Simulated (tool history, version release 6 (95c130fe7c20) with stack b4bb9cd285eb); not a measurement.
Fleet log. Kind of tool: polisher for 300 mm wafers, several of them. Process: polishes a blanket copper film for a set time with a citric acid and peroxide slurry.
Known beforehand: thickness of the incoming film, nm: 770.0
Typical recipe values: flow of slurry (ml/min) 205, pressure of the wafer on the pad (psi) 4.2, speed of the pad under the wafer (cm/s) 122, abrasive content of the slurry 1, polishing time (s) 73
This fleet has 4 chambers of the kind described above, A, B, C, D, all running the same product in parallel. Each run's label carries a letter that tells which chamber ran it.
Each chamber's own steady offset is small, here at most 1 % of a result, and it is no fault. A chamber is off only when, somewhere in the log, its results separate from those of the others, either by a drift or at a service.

run   hour  flow of slurry (ml/min)  pressure of the wafer on the pad (psi)  speed of the pad under the wafer (cm/s)  abrasive content of the slurry  polishing time (s)  wafers polished on this pad  hours since the slurry nozzle was cleaned  hours since the head pressure was calibrated  hours since the slurry blender was calibrated  film removed (Å)
 1C    4.2                      205                                     4.2                                      122                               1                  73                          652                                       97.2                                         337.3                                           60.5            2600.9
 2D   10.5                      205                                     4.2                                      122                               1                  73                          449                                       59.9                                         249.4                                           53.2            2623.4
      13.9  -- chamber B: slurry blender recalibrated
      14.8  -- chamber A: worn pad replaced by a new one
 3B   16.5                      205                                     4.2                                      122                               1                  73                          279                                      437.3                                         232.2                                            2.6            2583.5
 4A   20.7                      205                                     4.2                                      122                               1                  73                           63                                      399.2                                         278.1                                            138            2584.4
 5A   24.7                      205                                     4.2                                      122                               1                  73                          106                                      403.2                                         282.1                                            142              2584
 6C   32.2                      205                                     4.2                                      122                               1                  73                          951                                      125.2                                         365.3                                           88.5            2612.1
 7B   35.9                      205                                     5.6                                      122                               1                  97                          486                                      456.7                                         251.6                                             22              4446
 8D   40.3                      205                                     5.6                                      122                               1                  97                          767                                       89.7                                         279.2                                             83            4429.7
        42  -- chamber D: worn pad replaced by a new one
 9C   44.4                      205                                     5.6                                      122                               1                  97                         1081                                      137.4                                         377.5                                          100.7            4526.2
10B   51.5                      205                                     5.6                                      122                               1                  97                          653                                      472.3                                         267.2                                           37.6            4516.7
      53.9  -- chamber C: worn pad replaced by a new one
11A   58.3                      205                                     4.2                                      122                               1                  73                          464                                      436.8                                         315.7                                          175.6              2598
      59.9  -- chamber B: head pressure recalibrated
12D   62.6                      205                                     4.2                                      122                               1                  73                          220                                        112                                         301.5                                          105.3            2604.7
      64.5  -- chamber A: worn pad replaced by a new one
13C   67.6                      205                                     4.2                                      122                               1                  73                          146                                      160.6                                         400.7                                          123.9            2590.4
14A   71.3                      205                                     4.2                                      122                               1                  73                           72                                      449.8                                         328.7                                          188.6            2627.9
15D   76.1                      205                                     4.2                                       94                               1                  73                          364                                      125.5                                           315                                          118.8            1975.4
16B   82.8                      205                                     4.2                                       94                               1                  73                          987                                      503.6                                            23                                           68.9            2002.1
17D   87.4                      205                                     4.2                                       94                               1                  73                          485                                      136.8                                         326.3                                          130.1            2015.9
18B   93.3                      205                                     4.2                                       94                               1                  73                         1099                                      514.1                                          33.5                                           79.4            2012.9
      95.7  -- chamber B: worn pad replaced by a new one
19C    100                      205                                     4.2                                      122                               1                  73                          492                                        193                                         433.1                                          156.3              2625
20A  104.2                      205                                     4.2                                      122                               1                  73                          423                                      482.7                                         361.6                                          221.5            2683.2
     109.4  -- chamber D: slurry blender recalibrated
21B  111.9                      205                                     4.2                                      122                               1                  73                          173                                      532.7                                          52.1                                             98            2587.5
     112.9  -- chamber D: worn pad replaced by a new one
     117.1  -- chamber B: slurry blender recalibrated
22C  117.3                      205                                     4.2                                      122                               1                  64                          676                                      210.3                                         450.4                                          173.6            2290.5
     121.9  -- chamber A: worn pad replaced by a new one
23D  124.4                      205                                     4.2                                      122                               1                  64                          123                                      173.8                                         363.3                                             15            2261.9
24A  130.9                      205                                     4.2                                      122                               1                  64                           96                                      509.4                                         388.3                                          248.2              2356
25B  137.8                      205                                     4.2                                      122                               1                  64                          449                                      558.6                                            78                                           20.8            2310.2
26A  143.3                      205                                     4.2                                      122                               1                  73                          228                                      521.8                                         400.7                                          260.6            2714.6
27C  147.5                      205                                     4.2                                      122                               1                  73                          999                                      240.5                                         480.6                                          203.8            2570.8
     149.1  -- chamber C: slurry blender recalibrated
28D    154                      205                                     4.2                                      122                               1                  73                          439                                      203.4                                         392.9                                           44.6            2602.6
29A  159.3                      205                                     4.2                                      122                               1                  73                          399                                      537.8                                         416.7                                          276.6              2744
30D  163.3                      205                                     4.2                                      122                               1                  73                          538                                      212.7                                         402.2                                           53.9              2551
31C  168.2                      205                                     4.2                                      122                               1                  73                         1220                                      261.2                                         501.3                                           19.2              2637
     170.4  -- chamber C: worn pad replaced by a new one
32B  175.2                      205                                     4.2                                      122                               1                  73                          848                                        596                                         115.4                                           58.2            2553.3
     176.1  -- chamber A: worn pad replaced by a new one
33B  180.4                      205                                     4.2                                      122                               1                  73                          904                                      601.2                                         120.6                                           63.4            2544.4
     184.6  -- chamber D: worn pad replaced by a new one
34D  184.6                      205                                     4.2                                      122                               1                  73                            0                                        234                                         423.5                                           75.2            2607.3
35C  190.4                      205                                     4.2                                      122                               1                  73                          213                                      283.4                                         523.5                                           41.4            2615.9
36A  193.8                      205                                     4.2                                      122                               1                  73                          189                                      572.3                                         451.2                                          311.1            2791.4
37A  199.1                      205                                     4.2                                      122                               1                  73                          246                                      577.6                                         456.5                                          316.4            2776.4
38B  204.3                      205                                     4.2                                      122                               1                  73                         1159                                      625.1                                         144.5                                           87.3            2604.9
39D  211.3                      205                                     4.2                                      122                               1                  73                          285                                      260.7                                         450.2                                          101.9            2564.7
       216  -- chamber B: worn pad replaced by a new one
40C    219                      205                                     4.2                                      122                               1                  73                          518                                        312                                         552.1                                             70            2555.5
41B  226.4                      205                                     4.2                                      122                               1                  57                          111                                      647.2                                         166.6                                          109.4            2046.8
42D  232.8                      205                                     4.2                                      122                               1                  57                          514                                      282.2                                         471.7                                          123.4            2004.5

Which is it: a chamber that has drifted or been left off by a service, a gauge drift common to all chambers, or only each chamber's usual small offset? If a chamber is off, name it and its likeliest cause.

Little by little, chamber A moves away from the other chambers.
Most likely cause: head's pressure above its setpoint, % = 10.3.

Chamber A could run next with any of the 4 candidate recipes listed below; each alters the usual settings, and their results appear as question marks. Which one brings its results back in line with what the other chambers deliver on the usual settings?
A result is in line if it is within this distance of the other chambers' mean on the usual settings: film removed (Å) 110
43A-1  238.5                      205                                     4.2                                      110                               1                  73                                                                                                                                                                                      ?
43A-2  238.5                      205                                     3.8                                      122                               1                  67                                                                                                                                                                                      ?
43A-3  238.5                      205                                     4.5                                      128                               1                  77                                                                                                                                                                                      ?
43A-4  238.5                      205                                     4.2                                      134                               1                  73                                                                                                                                                                                      ?

Mean of the other chambers on the usual settings: film removed (Å) 2591
  run  film removed (Å)
43A-1            2581.8
43A-2            2375.5
43A-3            3385.6
43A-4            3135.4
With 43A-1, the chamber falls back in line with the rest.
